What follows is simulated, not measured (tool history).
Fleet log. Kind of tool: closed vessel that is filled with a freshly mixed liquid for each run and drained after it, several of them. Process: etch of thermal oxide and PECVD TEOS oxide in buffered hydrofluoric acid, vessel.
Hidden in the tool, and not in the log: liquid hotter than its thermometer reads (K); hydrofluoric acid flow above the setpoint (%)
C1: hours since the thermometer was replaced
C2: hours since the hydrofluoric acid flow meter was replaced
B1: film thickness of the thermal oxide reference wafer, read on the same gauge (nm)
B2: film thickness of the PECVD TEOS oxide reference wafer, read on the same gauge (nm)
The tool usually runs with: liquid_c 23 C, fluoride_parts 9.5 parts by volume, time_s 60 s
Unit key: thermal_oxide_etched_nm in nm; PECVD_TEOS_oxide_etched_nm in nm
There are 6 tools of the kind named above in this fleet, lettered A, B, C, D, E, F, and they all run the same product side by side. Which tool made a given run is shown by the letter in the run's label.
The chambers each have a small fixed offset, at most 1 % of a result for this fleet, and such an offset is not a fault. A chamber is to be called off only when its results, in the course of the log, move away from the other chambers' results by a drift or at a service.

{"run": "1A", "hour": 4.5, "liquid_c": 23, "fluoride_parts": 9.5, "time_s": 60, "C1": 458.9, "C2": 310.4, "B1": 30.056, "B2": 89.989, "thermal_oxide_etched_nm": 68.363, "PECVD_TEOS_oxide_etched_nm": 137.45}
{"run": "2F", "hour": 9.1, "liquid_c": 23, "fluoride_parts": 9.5, "time_s": 60, "C1": 2340, "C2": 41.7, "B1": 29.979, "B2": 89.989, "thermal_oxide_etched_nm": 68.092, "PECVD_TEOS_oxide_etched_nm": 137.05}
{"run": "3B", "hour": 11.9, "liquid_c": 23, "fluoride_parts": 9.5, "time_s": 60, "C1": 235.7, "C2": 1198.8, "B1": 30.018, "B2": 89.995, "thermal_oxide_etched_nm": 68.99, "PECVD_TEOS_oxide_etched_nm": 137.6}
{"run": "4C", "hour": 16.1, "liquid_c": 23, "fluoride_parts": 9.5, "time_s": 60, "C1": 962.1, "C2": 780.7, "B1": 29.995, "B2": 90.01, "thermal_oxide_etched_nm": 68.269, "PECVD_TEOS_oxide_etched_nm": 136.3}
{"run": "5D", "hour": 19.1, "liquid_c": 23, "fluoride_parts": 9.5, "time_s": 60, "C1": 1078.3, "C2": 425.6, "B1": 29.99, "B2": 89.988, "thermal_oxide_etched_nm": 68.2, "PECVD_TEOS_oxide_etched_nm": 138.45}
{"run": "6E", "hour": 23.7, "liquid_c": 23, "fluoride_parts": 9.5, "time_s": 60, "C1": 1380.4, "C2": 416, "B1": 30.004, "B2": 89.99, "thermal_oxide_etched_nm": 68.221, "PECVD_TEOS_oxide_etched_nm": 137.6}
{"run": "7A", "hour": 27.1, "liquid_c": 23, "fluoride_parts": 9.5, "time_s": 60, "C1": 481.5, "C2": 333, "B1": 30.006, "B2": 90.032, "thermal_oxide_etched_nm": 68.039, "PECVD_TEOS_oxide_etched_nm": 137.83}
{"run": "8D", "hour": 30.2, "liquid_c": 23, "fluoride_parts": 9.5, "time_s": 60, "C1": 1089.4, "C2": 436.7, "B1": 29.998, "B2": 90.052, "thermal_oxide_etched_nm": 67.93, "PECVD_TEOS_oxide_etched_nm": 137.21}
{"run": "9C", "hour": 35.9, "liquid_c": 23, "fluoride_parts": 9.5, "time_s": 60, "C1": 981.9, "C2": 800.5, "B1": 29.971, "B2": 90.008, "thermal_oxide_etched_nm": 68.427, "PECVD_TEOS_oxide_etched_nm": 135.96}
{"run": "10B", "hour": 41.0, "liquid_c": 23, "fluoride_parts": 9.5, "time_s": 60, "C1": 264.8, "C2": 1227.9, "B1": 29.969, "B2": 89.977, "thermal_oxide_etched_nm": 68.722, "PECVD_TEOS_oxide_etched_nm": 137.57}
{"run": "11E", "hour": 47.1, "liquid_c": 23, "fluoride_parts": 9.5, "time_s": 60, "C1": 1403.8, "C2": 439.4, "B1": 29.989, "B2": 90.034, "thermal_oxide_etched_nm": 67.861, "PECVD_TEOS_oxide_etched_nm": 136.13}
{"run": "12F", "hour": 50.9, "liquid_c": 23, "fluoride_parts": 9.5, "time_s": 60, "C1": 2381.8, "C2": 83.5, "B1": 30.005, "B2": 90.006, "thermal_oxide_etched_nm": 67.897, "PECVD_TEOS_oxide_etched_nm": 137.15}
{"run": "13A", "hour": 55.1, "liquid_c": 23, "fluoride_parts": 9.5, "time_s": 60, "C1": 509.5, "C2": 361, "B1": 29.962, "B2": 89.958, "thermal_oxide_etched_nm": 68.454, "PECVD_TEOS_oxide_etched_nm": 138.01}
{"run": "14D", "hour": 59.8, "liquid_c": 23, "fluoride_parts": 9.5, "time_s": 60, "C1": 1119, "C2": 466.3, "B1": 30.033, "B2": 90.004, "thermal_oxide_etched_nm": 68.252, "PECVD_TEOS_oxide_etched_nm": 137.19}
{"run": "15E", "hour": 64.9, "liquid_c": 24.5, "fluoride_parts": 9.5, "time_s": 85, "C1": 1421.6, "C2": 457.2, "B1": 29.983, "B2": 89.986, "thermal_oxide_etched_nm": 105.39, "PECVD_TEOS_oxide_etched_nm": 208.68}
{"run": "16F", "hour": 67.9, "liquid_c": 24.5, "fluoride_parts": 9.5, "time_s": 85, "C1": 2398.8, "C2": 100.5, "B1": 30.029, "B2": 90.039, "thermal_oxide_etched_nm": 104.83, "PECVD_TEOS_oxide_etched_nm": 211.12}
{"run": "17C", "hour": 72.7, "liquid_c": 24.5, "fluoride_parts": 9.5, "time_s": 85, "C1": 1018.7, "C2": 837.3, "B1": 29.968, "B2": 90.018, "thermal_oxide_etched_nm": 105.47, "PECVD_TEOS_oxide_etched_nm": 207.91}
{"run": "18B", "hour": 76.1, "liquid_c": 24.5, "fluoride_parts": 9.5, "time_s": 85, "C1": 299.9, "C2": 1263, "B1": 29.997, "B2": 90.017, "thermal_oxide_etched_nm": 105.01, "PECVD_TEOS_oxide_etched_nm": 211.46}
{"run": "19D", "hour": 78.9, "liquid_c": 24.5, "fluoride_parts": 9.5, "time_s": 85, "C1": 1138.1, "C2": 485.4, "B1": 30, "B2": 90.016, "thermal_oxide_etched_nm": 104.8, "PECVD_TEOS_oxide_etched_nm": 209.86}
{"run": "20B", "hour": 84.2, "liquid_c": 24.5, "fluoride_parts": 9.5, "time_s": 85, "C1": 308, "C2": 1271.1, "B1": 30.01, "B2": 89.982, "thermal_oxide_etched_nm": 105.32, "PECVD_TEOS_oxide_etched_nm": 211.19}
{"run": "21E", "hour": 87.3, "liquid_c": 23, "fluoride_parts": 9.5, "time_s": 60, "C1": 1444, "C2": 479.6, "B1": 30.004, "B2": 89.976, "thermal_oxide_etched_nm": 68.534, "PECVD_TEOS_oxide_etched_nm": 136.93}
{"run": "22C", "hour": 90.2, "liquid_c": 19.5, "fluoride_parts": 7, "time_s": 60, "C1": 1036.2, "C2": 854.8, "B1": 29.997, "B2": 90.007, "thermal_oxide_etched_nm": 76.568, "PECVD_TEOS_oxide_etched_nm": 153.98}
{"run": "23F", "hour": 94.2, "liquid_c": 19.5, "fluoride_parts": 7, "time_s": 60, "C1": 2425.1, "C2": 126.8, "B1": 30.019, "B2": 89.972, "thermal_oxide_etched_nm": 76.378, "PECVD_TEOS_oxide_etched_nm": 154.67}
{"run": "24A", "hour": 98.2, "liquid_c": 19.5, "fluoride_parts": 7, "time_s": 60, "C1": 552.6, "C2": 404.1, "B1": 29.998, "B2": 89.98, "thermal_oxide_etched_nm": 75.072, "PECVD_TEOS_oxide_etched_nm": 154.77}
{"run": "25D", "hour": 103.4, "liquid_c": 19.5, "fluoride_parts": 7, "time_s": 60, "C1": 1162.6, "C2": 509.9, "B1": 29.984, "B2": 89.997, "thermal_oxide_etched_nm": 76.761, "PECVD_TEOS_oxide_etched_nm": 155.26}
{"run": "26B", "hour": 109.6, "liquid_c": 19.5, "fluoride_parts": 7, "time_s": 60, "C1": 333.4, "C2": 1296.5, "B1": 30.032, "B2": 89.962, "thermal_oxide_etched_nm": 76.312, "PECVD_TEOS_oxide_etched_nm": 153.5}
{"run": "27A", "hour": 113.8, "liquid_c": 19.5, "fluoride_parts": 7, "time_s": 60, "C1": 568.2, "C2": 419.7, "B1": 30.023, "B2": 89.992, "thermal_oxide_etched_nm": 75.473, "PECVD_TEOS_oxide_etched_nm": 153.38}
{"run": "28E", "hour": 117.1, "liquid_c": 25.5, "fluoride_parts": 9.5, "time_s": 40, "C1": 1473.8, "C2": 509.4, "B1": 30.033, "B2": 90.002, "thermal_oxide_etched_nm": 52.028, "PECVD_TEOS_oxide_etched_nm": 104.38}
{"run": "29F", "hour": 122.8, "liquid_c": 25.5, "fluoride_parts": 9.5, "time_s": 40, "C1": 2453.7, "C2": 155.4, "B1": 30.014, "B2": 90.013, "thermal_oxide_etched_nm": 52.023, "PECVD_TEOS_oxide_etched_nm": 105.17}
{"run": "30C", "hour": 127.2, "liquid_c": 25.5, "fluoride_parts": 9.5, "time_s": 40, "C1": 1073.2, "C2": 891.8, "B1": 30.035, "B2": 90.01, "thermal_oxide_etched_nm": 52.27, "PECVD_TEOS_oxide_etched_nm": 102.74}
{"run": "31D", "hour": 132.1, "liquid_c": 25.5, "fluoride_parts": 9.5, "time_s": 40, "C1": 1191.3, "C2": 538.6, "B1": 29.992, "B2": 89.987, "thermal_oxide_etched_nm": 51.994, "PECVD_TEOS_oxide_etched_nm": 105.67}
{"run": "32B", "hour": 135.6, "liquid_c": 25.5, "fluoride_parts": 9.5, "time_s": 40, "C1": 359.4, "C2": 1322.5, "B1": 30, "B2": 89.996, "thermal_oxide_etched_nm": 52.516, "PECVD_TEOS_oxide_etched_nm": 104.33}
{"run": "33F", "hour": 141.8, "liquid_c": 25.5, "fluoride_parts": 9.5, "time_s": 40, "C1": 2472.7, "C2": 174.4, "B1": 29.983, "B2": 90.035, "thermal_oxide_etched_nm": 52.029, "PECVD_TEOS_oxide_etched_nm": 104.8}
{"run": "34C", "hour": 145.3, "liquid_c": 23, "fluoride_parts": 11.5, "time_s": 90, "C1": 1091.3, "C2": 909.9, "B1": 30.041, "B2": 90.009, "thermal_oxide_etched_nm": 86.81, "PECVD_TEOS_oxide_etched_nm": 173.01}
{"run": "35E", "hour": 148.5, "liquid_c": 23, "fluoride_parts": 11.5, "time_s": 90, "C1": 1505.2, "C2": 540.8, "B1": 29.975, "B2": 89.978, "thermal_oxide_etched_nm": 86.483, "PECVD_TEOS_oxide_etched_nm": 174.32}
{"run": "36A", "hour": 153.7, "liquid_c": 23, "fluoride_parts": 11.5, "time_s": 90, "C1": 608.1, "C2": 459.6, "B1": 30.028, "B2": 90.019, "thermal_oxide_etched_nm": 85.997, "PECVD_TEOS_oxide_etched_nm": 174.22}
{"run": "37A", "hour": 157.6, "liquid_c": 23, "fluoride_parts": 11.5, "time_s": 90, "C1": 612, "C2": 463.5, "B1": 30.006, "B2": 89.983, "thermal_oxide_etched_nm": 86.212, "PECVD_TEOS_oxide_etched_nm": 174.89}

Does one chamber stand apart from the rest, does the shared gauge drift, or is all well apart from small per-chamber offsets? Give the chamber and the most likely cause, where there is one.

Neither any chamber nor the gauge drifts; the chambers differ only by their own small, steady offsets.
